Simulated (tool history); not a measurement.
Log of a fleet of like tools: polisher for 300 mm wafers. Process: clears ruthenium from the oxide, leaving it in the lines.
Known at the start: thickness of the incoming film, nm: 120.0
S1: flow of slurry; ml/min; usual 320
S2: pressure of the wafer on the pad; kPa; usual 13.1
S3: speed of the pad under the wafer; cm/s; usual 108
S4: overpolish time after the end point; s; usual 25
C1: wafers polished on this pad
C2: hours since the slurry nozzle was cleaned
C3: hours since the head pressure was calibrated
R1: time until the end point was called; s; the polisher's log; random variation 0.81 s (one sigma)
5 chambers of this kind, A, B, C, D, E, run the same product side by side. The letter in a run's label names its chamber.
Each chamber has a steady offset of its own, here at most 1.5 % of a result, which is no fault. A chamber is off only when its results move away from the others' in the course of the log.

| run | day | S1 | S2 | S3 | S4 | C1 | C2 | C3 | R1 |
|---|---|---|---|---|---|---|---|---|---|
| 1B | 0.525 | 320 | 13.1 | 108 | 25 | 588 | 276.8 | 1214.1 | 89.442 |
|  | 0.712 | chamber C: worn pad replaced by a new one |
| 2D | 1.121 | 320 | 13.1 | 108 | 25 | 795 | 67.4 | 403.5 | 89.295 |
|  | 1.388 | chamber D: worn pad replaced by a new one |
|  | 1.421 | chamber C: slurry nozzle cleaned |
|  | 1.583 | chamber A: worn pad replaced by a new one |
| 3C | 1.667 | 320 | 13.1 | 108 | 25 | 179 | 5.9 | 975.1 | 88.346 |
| 4A | 2.058 | 320 | 13.1 | 108 | 25 | 89 | 175.9 | 214.5 | 90.762 |
|  | 2.392 | chamber E: worn pad replaced by a new one |
| 5E | 2.529 | 320 | 13.1 | 108 | 25 | 26 | 203.9 | 259.4 | 90.149 |
| 6A | 3.142 | 320 | 13.1 | 108 | 25 | 292 | 201.9 | 240.5 | 89.752 |
| 7E | 3.467 | 320 | 13.1 | 108 | 25 | 202 | 226.4 | 281.9 | 90.016 |
| 8B | 3.946 | 320 | 13.1 | 108 | 25 | 1229 | 358.9 | 1296.2 | 88.015 |
|  | 4.404 | chamber B: worn pad replaced by a new one |
| 9C | 4.579 | 320 | 13.1 | 108 | 25 | 725 | 75.8 | 1045.0 | 90.579 |
| 10D | 5.125 | 320 | 13.1 | 108 | 25 | 700 | 163.5 | 499.6 | 90.225 |
| 11A | 5.733 | 320 | 11.0 | 108 | 25 | 777 | 264.1 | 302.7 | 106.910 |
|  | 5.838 | chamber B: head pressure recalibrated |
| 12B | 6.304 | 320 | 11.0 | 108 | 25 | 356 | 415.5 | 11.3 | 105.350 |
|  | 6.367 | chamber D: worn pad replaced by a new one |
| 13E | 6.650 | 320 | 11.0 | 108 | 25 | 798 | 302.8 | 358.3 | 108.730 |
| 14D | 7.283 | 320 | 11.0 | 108 | 25 | 171 | 215.3 | 551.4 | 106.160 |
| 15C | 7.800 | 320 | 11.0 | 108 | 25 | 1328 | 153.1 | 1122.3 | 105.250 |
|  | 8.017 | chamber E: slurry nozzle cleaned |
| 16C | 8.400 | 320 | 13.1 | 108 | 25 | 1440 | 167.5 | 1136.7 | 88.895 |
|  | 8.525 | chamber C: worn pad replaced by a new one |
|  | 8.758 | chamber A: worn pad replaced by a new one |
| 17D | 8.933 | 320 | 13.1 | 108 | 25 | 480 | 254.9 | 591.0 | 87.897 |
|  | 8.988 | chamber E: worn pad replaced by a new one |
| 18E | 9.217 | 320 | 13.1 | 108 | 25 | 43 | 28.9 | 419.9 | 90.420 |
|  | 9.321 | chamber D: head pressure recalibrated |
| 19A | 9.638 | 320 | 13.1 | 108 | 25 | 164 | 357.8 | 396.4 | 92.830 |
| 20B | 9.921 | 320 | 13.1 | 108 | 25 | 1033 | 502.3 | 98.1 | 90.583 |
| 21B | 10.392 | 240 | 13.1 | 108 | 25 | 1122 | 513.6 | 109.4 | 91.282 |
|  | 10.967 | chamber B: worn pad replaced by a new one |
| 22A | 11.038 | 240 | 13.1 | 108 | 25 | 427 | 391.4 | 430.0 | 95.294 |
| 23E | 11.475 | 240 | 13.1 | 108 | 25 | 466 | 83.1 | 474.1 | 92.711 |
|  | 12.004 | chamber D: worn pad replaced by a new one |
| 24D | 12.008 | 240 | 13.1 | 108 | 25 | 1 | 328.7 | 64.5 | 92.332 |
| 25C | 12.329 | 240 | 13.1 | 108 | 25 | 712 | 261.8 | 1231.0 | 92.448 |
| 26C | 12.662 | 320 | 13.1 | 108 | 25 | 775 | 269.8 | 1239.0 | 89.910 |
| 27E | 13.283 | 320 | 13.1 | 108 | 25 | 805 | 126.5 | 517.5 | 91.791 |
| 28B | 13.925 | 320 | 13.1 | 108 | 25 | 554 | 598.4 | 194.2 | 89.566 |
| 29D | 14.396 | 320 | 13.1 | 108 | 25 | 448 | 386.0 | 121.8 | 88.834 |
|  | 14.750 | chamber A: worn pad replaced by a new one |
| 30A | 14.975 | 320 | 13.1 | 108 | 25 | 42 | 485.9 | 524.5 | 96.229 |
|  | 15.158 | chamber C: head pressure recalibrated |
| 31C | 15.267 | 320 | 13.1 | 108 | 25 | 1262 | 332.3 | 2.7 | 88.956 |
| 32A | 15.908 | 320 | 13.1 | 108 | 25 | 217 | 508.3 | 546.9 | 96.832 |
| 33E | 16.338 | 320 | 13.1 | 108 | 25 | 1377 | 199.8 | 590.8 | 90.838 |
| 34D | 16.796 | 320 | 11.7 | 108 | 25 | 898 | 443.6 | 179.4 | 99.844 |
| 35B | 17.304 | 320 | 11.7 | 108 | 25 | 1187 | 679.5 | 275.3 | 99.455 |
|  | 17.338 | chamber E: worn pad replaced by a new one |
| 36A | 17.762 | 320 | 11.7 | 108 | 25 | 564 | 552.8 | 591.4 | 112.270 |
| 37E | 18.183 | 320 | 11.7 | 108 | 25 | 158 | 244.1 | 635.1 | 100.340 |
|  | 18.392 | chamber B: worn pad replaced by a new one |
| 38B | 18.729 | 320 | 11.7 | 108 | 25 | 63 | 713.7 | 309.5 | 99.454 |

What goes on in this fleet: one chamber off, a drifting gauge, or nothing beyond the chambers' own small offsets? Name the chamber and the cause, if any.

Chamber A drifts away from the others.
Cause: head's pressure below its setpoint, % = 11.7.

Here are 4 candidates for chamber A's next run, each the usual settings with a change, their results left as question marks. Which one brings its results back in line with what the others give on the usual settings?
In line means no further than this from the other chambers' mean on the usual settings: R1 2.900 s
| 39A-1 | 19.192 | 320 | 13.1 | 122 | 25 |  |  |  | ? |
| 39A-2 | 19.192 | 315 | 10.3 | 108 | 25 |  |  |  | ? |
| 39A-3 | 19.192 | 320 | 12.4 | 102 | 25 |  |  |  | ? |
| 39A-4 | 19.192 | 320 | 13.1 | 138 | 25 |  |  |  | ? |

The other chambers' mean on the usual settings: R1 89.843 s
| run | R1 |
|---|---|
| 39A-1 | 89.615 |
| 39A-2 | 127.950 |
| 39A-3 | 113.060 |
| 39A-4 | 79.225 |
39A-1 brings the chamber back in line.

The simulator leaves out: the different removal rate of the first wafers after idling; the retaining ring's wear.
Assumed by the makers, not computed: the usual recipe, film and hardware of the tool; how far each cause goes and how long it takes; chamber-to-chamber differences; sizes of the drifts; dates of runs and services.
